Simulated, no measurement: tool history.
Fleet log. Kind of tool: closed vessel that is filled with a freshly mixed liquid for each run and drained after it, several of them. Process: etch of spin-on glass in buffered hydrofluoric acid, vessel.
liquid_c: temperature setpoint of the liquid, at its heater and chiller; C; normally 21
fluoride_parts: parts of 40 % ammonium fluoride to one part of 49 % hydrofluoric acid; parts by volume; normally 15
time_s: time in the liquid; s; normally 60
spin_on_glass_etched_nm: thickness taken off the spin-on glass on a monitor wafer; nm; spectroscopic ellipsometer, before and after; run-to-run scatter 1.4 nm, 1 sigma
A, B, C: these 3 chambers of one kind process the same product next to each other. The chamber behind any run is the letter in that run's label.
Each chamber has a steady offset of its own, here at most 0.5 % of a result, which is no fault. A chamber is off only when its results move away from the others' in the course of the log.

| run | hour | liquid_c | fluoride_parts | time_s | read-back film thickness of the spin-on glass reference wafer, read on the same gauge (nm) | spin_on_glass_etched_nm |
|---|---|---|---|---|---|---|
| 1A | 9.8 | 21 | 15 | 60 | 139.98 | 164.75 |
| 2B | 15.1 | 21 | 15 | 60 | 140 | 163.19 |
| 3C | 20 | 21 | 15 | 60 | 140.01 | 164.01 |
| 4B | 29.3 | 21 | 15 | 60 | 139.95 | 165.62 |
| 5A | 35.8 | 21 | 15 | 80 | 139.98 | 218.57 |
| 6C | 42 | 21 | 15 | 80 | 139.96 | 222.64 |
| 7B | 48.8 | 21 | 15 | 80 | 140.01 | 218.25 |
| 8A | 57.8 | 21 | 15 | 60 | 140.01 | 164.89 |
| 9C | 63.3 | 21 | 12 | 60 | 140.02 | 202.47 |
| 10C | 72.4 | 21 | 12 | 60 | 139.99 | 203.36 |
| 11A | 79.3 | 21 | 12 | 60 | 140.02 | 201.24 |
| 12B | 85.8 | 21 | 15 | 60 | 140.02 | 166.86 |
| 13A | 91.9 | 25.5 | 11 | 60 | 140.02 | 288.97 |
| 14C | 101.2 | 25.5 | 11 | 60 | 140 | 278.4 |
| 15B | 110.7 | 25.5 | 11 | 60 | 140.01 | 294 |
| 16B | 117 | 21 | 15 | 60 | 140.03 | 166.85 |
| 17A | 121.5 | 21 | 17.5 | 60 | 140.04 | 141.79 |
| 18C | 130.5 | 21 | 17.5 | 60 | 139.99 | 142.56 |
| 19B | 140.4 | 21 | 17.5 | 60 | 139.98 | 141.6 |
| 20A | 147.2 | 21 | 15 | 60 | 140.02 | 171.69 |
| 21C | 154.1 | 21 | 15 | 60 | 139.99 | 165.46 |
| 22B | 160.3 | 21 | 15 | 60 | 139.99 | 166.75 |
| 23A | 167.7 | 21 | 15 | 60 | 139.97 | 170.41 |
| 24C | 172.6 | 26 | 15 | 60 | 140.05 | 217.29 |
| 25A | 182.5 | 26 | 15 | 60 | 140.02 | 222.61 |
| 26C | 191.5 | 26 | 15 | 60 | 140.01 | 217.71 |
| 27B | 201 | 21 | 10 | 60 | 140 | 247.91 |
| 28C | 211 | 21 | 10 | 60 | 139.97 | 244.54 |
| 29A | 217.3 | 21 | 10 | 60 | 139.99 | 254.77 |

Does one chamber stand apart from the rest, does the shared gauge drift, or is all well apart from small per-chamber offsets? Give the chamber and the most likely cause, where there is one.

Little by little, chamber A moves away from the other chambers.
What lies behind it: liquid hotter than its thermometer reads (K) = 0.945.
The log may not tell that from: hydrofluoric acid flow above the setpoint (%).

Which of the 4 candidates below, each the usual settings with something changed and its results left as question marks, puts chamber A back in line with what the other chambers give on the usual settings?
Counts as in line when no further than this from what the other chambers average on the usual settings: spin_on_glass_etched_nm 5.1 nm
| 30A-1 | 224.4 | 21.5 | 14.5 | 60 |  | ? |
| 30A-2 | 224.4 | 21 | 14.5 | 65 |  | ? |
| 30A-3 | 224.4 | 21 | 15.5 | 55 |  | ? |
| 30A-4 | 224.4 | 21 | 16 | 60 |  | ? |

The mean the other chambers reach with the usual settings: spin_on_glass_etched_nm 164.55 nm
| run | spin_on_glass_etched_nm |
|---|---|
| 30A-1 | 185.54 |
| 30A-2 | 195.41 |
| 30A-3 | 155.02 |
| 30A-4 | 163.98 |
The answer is 30A-4, which returns the chamber to within the allowed miss of the others.

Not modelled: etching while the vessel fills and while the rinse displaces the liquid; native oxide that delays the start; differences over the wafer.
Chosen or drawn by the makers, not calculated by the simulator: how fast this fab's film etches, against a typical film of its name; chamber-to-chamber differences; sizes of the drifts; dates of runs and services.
